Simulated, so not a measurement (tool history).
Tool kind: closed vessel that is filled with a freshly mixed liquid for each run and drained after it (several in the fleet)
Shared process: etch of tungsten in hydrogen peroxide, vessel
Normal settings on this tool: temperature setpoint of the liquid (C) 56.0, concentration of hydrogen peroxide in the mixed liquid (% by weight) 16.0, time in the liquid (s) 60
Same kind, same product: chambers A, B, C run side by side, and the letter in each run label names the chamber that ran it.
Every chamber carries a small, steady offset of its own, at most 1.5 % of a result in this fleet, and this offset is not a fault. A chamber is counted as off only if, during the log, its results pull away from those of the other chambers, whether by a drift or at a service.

run,hour,temperature setpoint of the liquid (C),concentration of hydrogen peroxide in the mixed liquid (% by weight),time in the liquid (s),hours since the thermometer was replaced,hours since the peroxide flow meter was replaced,hours since the drum of peroxide was connected,"read-back film thickness of the tungsten reference wafer, read on the same gauge (nm)",thickness taken off the tungsten on a monitor wafer (nm)
1C,14.2,56.0,16.0,60,616.5,397.8,289.0,69.983,63.937
2B,24.1,56.0,16.0,60,831.5,298.2,360.0,70.034,64.224
# hour 30.0: chamber C: new drum of peroxide connected
3A,35.1,56.0,16.0,60,297.8,1412.3,84.1,70.038,63.876
4C,46.7,56.0,16.0,60,649.0,430.3,16.7,69.982,64.981
5B,56.8,56.0,16.0,60,864.2,330.9,392.7,70.034,64.322
6A,66.5,62.5,16.0,60,329.2,1443.7,115.5,70.023,95.051
7C,77.5,62.5,16.0,60,679.8,461.1,47.5,70.016,93.502
8B,90.6,62.5,16.0,60,898.0,364.7,426.5,70.002,92.408
9A,101.6,56.0,16.0,60,364.3,1478.8,150.6,70.015,64.467
10A,117.5,56.0,18.5,60,380.2,1494.7,166.5,70.004,70.343
11C,131.4,56.0,18.5,60,733.7,515.0,101.4,69.990,69.699
12B,144.5,56.0,18.5,60,951.9,418.6,480.4,69.955,67.667
13C,155.8,56.0,16.0,60,758.1,539.4,125.8,70.011,64.553
14A,166.4,56.0,16.0,60,429.1,1543.6,215.4,70.033,63.678
15B,178.6,56.0,16.0,60,986.0,452.7,514.5,70.006,62.652
16C,193.4,56.0,12.5,60,795.7,577.0,163.4,70.014,57.376
17B,203.1,56.0,12.5,60,1010.5,477.2,539.0,69.982,54.428
18A,214.9,56.0,12.5,60,477.6,1592.1,263.9,69.956,57.457
19B,223.1,56.0,16.0,60,1030.5,497.2,559.0,70.027,61.877
20A,237.3,56.0,16.0,60,500.0,1614.5,286.3,69.969,64.733
# hour 238.7: chamber C: thermometer replaced
21C,251.2,56.0,16.0,60,12.6,634.8,221.2,69.988,65.959
22B,260.5,56.0,16.0,60,1067.9,534.6,596.4,70.045,61.541
23A,276.7,56.0,16.0,60,539.4,1653.9,325.7,69.993,65.429
# hour 278.6: chamber A: peroxide flow meter replaced
24C,288.8,56.0,16.0,60,50.2,672.4,258.8,70.012,64.830
# hour 299.7: chamber A: thermometer replaced
25B,299.9,56.0,13.5,60,1107.3,574.0,635.8,69.986,54.470
26A,307.1,56.0,13.5,60,7.4,28.5,356.1,70.013,59.354
27C,314.7,56.0,13.5,60,76.1,698.3,284.7,70.051,59.645
28C,326.3,56.0,16.0,60,87.7,709.9,296.3,69.988,64.512
29B,335.2,56.0,16.0,60,1142.6,609.3,671.1,69.961,59.228
30A,348.8,56.0,16.0,60,49.1,70.2,397.8,69.985,65.071
31B,359.5,56.0,16.0,60,1166.9,633.6,695.4,70.002,57.595

Read the log: is a single chamber off, either drifting away or since a service, is the gauge that measures every chamber drifting, or is nothing wrong beyond small per-chamber offsets? Name any odd chamber and what most likely caused it.

Little by little, chamber B moves away from the other chambers.
Likeliest cause: liquid colder than its thermometer reads (K) = 1.68.

Which of the 4 candidates below, each the usual settings with something changed and its results left as question marks, puts chamber B back in line with what the other chambers give on the usual settings?
Counts as in line when no further than this from what the other chambers average on the usual settings: thickness taken off the tungsten on a monitor wafer (nm) 1.800
32B-1,371.1,59.5,16.0,60,,,,,?
32B-2,371.1,56.0,12.5,60,,,,,?
32B-3,371.1,54.0,16.0,55,,,,,?
32B-4,371.1,58.0,16.0,60,,,,,?

On the usual settings, the other chambers give on average: thickness taken off the tungsten on a monitor wafer (nm) 64.867
run,thickness taken off the tungsten on a monitor wafer (nm)
32B-1,71.537
32B-2,51.227
32B-3,47.172
32B-4,65.487
32B-4 brings the chamber back in line.

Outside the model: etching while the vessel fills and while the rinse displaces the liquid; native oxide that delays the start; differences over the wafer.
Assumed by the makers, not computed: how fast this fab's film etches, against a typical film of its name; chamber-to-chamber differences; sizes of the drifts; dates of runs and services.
